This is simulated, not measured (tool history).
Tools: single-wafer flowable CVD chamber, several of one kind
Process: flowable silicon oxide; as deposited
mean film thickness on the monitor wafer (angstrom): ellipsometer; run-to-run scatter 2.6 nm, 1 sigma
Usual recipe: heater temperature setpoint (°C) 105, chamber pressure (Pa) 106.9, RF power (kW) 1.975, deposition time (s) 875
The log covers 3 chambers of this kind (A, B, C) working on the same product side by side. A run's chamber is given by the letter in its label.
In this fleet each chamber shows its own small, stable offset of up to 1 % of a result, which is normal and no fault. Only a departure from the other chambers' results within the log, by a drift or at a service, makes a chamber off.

run   hour  heater temperature setpoint (°C)  chamber pressure (Pa)  RF power (kW)  deposition time (s)  hours since the last thermocouple change  hours since the last RF generator calibration  hours since the last manometer calibration  read-back reference wafer on the same gauge, thickness_nm  mean film thickness on the monitor wafer (angstrom)
 1B    6.8                               105                  106.9          1.975                  875                                    1151.4                                          800.6                                       927.9                                                     380.07                                               4525.2
 2C   11.4                               105                  106.9          1.975                  875                                    1260.4                                          611.7                                       234.3                                                     380.06                                               4454.1
 3A   17.4                               105                  106.9          1.975                  875                                     469.9                                         1317.6                                      1047.7                                                     379.95                                               4513.3
 4A   22.7                               105                  106.9          1.975                  875                                     475.2                                         1322.9                                      1053.0                                                     379.88                                               4511.6
      28.5  -- chamber C: thermocouple changed; heater temperature recalibrated
 5B   31.2                               105                  106.9          1.975                  875                                    1175.8                                          825.0                                       952.3                                                     379.61                                               4481.2
 6C   36.0                               105                  106.9          1.975                  875                                       7.6                                          636.3                                       258.9                                                     379.96                                               4436.7
 7B   40.8                               105                  106.9          1.975                  875                                    1185.4                                          834.6                                       961.9                                                     379.76                                               4496.0
 8C   48.3                               105                  106.9          1.975                  875                                      19.9                                          648.6                                       271.2                                                     379.81                                               4418.7
 9A   53.3                               105                  106.9          1.975                  875                                     505.8                                         1353.5                                      1083.6                                                     379.73                                               4564.1
10A   61.1                               105                  106.9          1.975                  875                                     513.6                                         1361.3                                      1091.4                                                     380.51                                               4567.3
11B   68.2                               105                  106.9          1.975                  875                                    1212.8                                          862.0                                       989.3                                                     380.16                                               4498.5
12C   73.9                               105                  106.9          1.975                  875                                      45.5                                          674.2                                       296.8                                                     379.64                                               4449.8
13A   82.1                               110                   92.3          1.975                  875                                     534.6                                         1382.3                                      1112.4                                                     379.92                                               3255.5
14B   86.5                               110                   92.3          1.975                  875                                    1231.1                                          880.3                                      1007.6                                                     380.05                                               3154.5
15C   90.8                               110                   92.3          1.975                  875                                      62.4                                          691.1                                       313.7                                                     380.76                                               3095.4
16C   97.4                               105                  106.9          1.975                  875                                      69.0                                          697.7                                       320.3                                                     379.54                                               4472.7
17A  102.6                               105                  106.9          1.975                  875                                     555.1                                         1402.8                                      1132.9                                                     380.17                                               4738.7
18B  108.0                               105                  106.9          1.975                  875                                    1252.6                                          901.8                                      1029.1                                                     380.04                                               4520.6
19C  114.9                               105                  106.9          1.975                  875                                      86.5                                          715.2                                       337.8                                                     379.71                                               4430.1
20B  122.3                               105                  126.3          1.820                  875                                    1266.9                                          916.1                                      1043.4                                                     380.06                                               5480.3

One chamber off, gauge drift, or nothing amiss beyond the chambers' own small offsets? If it is a chamber, which one, and what is the likeliest cause?

It is chamber A that slowly wanders off from its peers.
What lies behind it: wafer temperature below the value expected at the setpoint (K) = 1.98.
The log may not separate it from: true pressure above the setpoint (%).

Chamber A could run next with any of the 4 candidate recipes listed below; each alters the usual settings, and their results appear as question marks. Which one brings its results back in line with what the other chambers deliver on the usual settings?
In line here means within this much of the mean the other chambers give on the usual settings: mean film thickness on the monitor wafer (angstrom) 91.0
21A-1  129.0                               105                  103.6          1.975                  875                                                                                                                                                                                                                                                    ?
21A-2  129.0                               105                  106.9          1.945                  811                                                                                                                                                                                                                                                    ?
21A-3  129.0                               105                  111.5          1.975                  894                                                                                                                                                                                                                                                    ?
21A-4  129.0                               104                  107.7          1.975                  878                                                                                                                                                                                                                                                    ?

What the other chambers average on the usual settings: mean film thickness on the monitor wafer (angstrom) 4477.7
  run  mean film thickness on the monitor wafer (angstrom)
21A-1                                               4621.1
21A-2                                               4448.0
21A-3                                               5185.9
21A-4                                               5048.0
Change 21A-2 lands the chamber within the allowed miss of the other chambers.
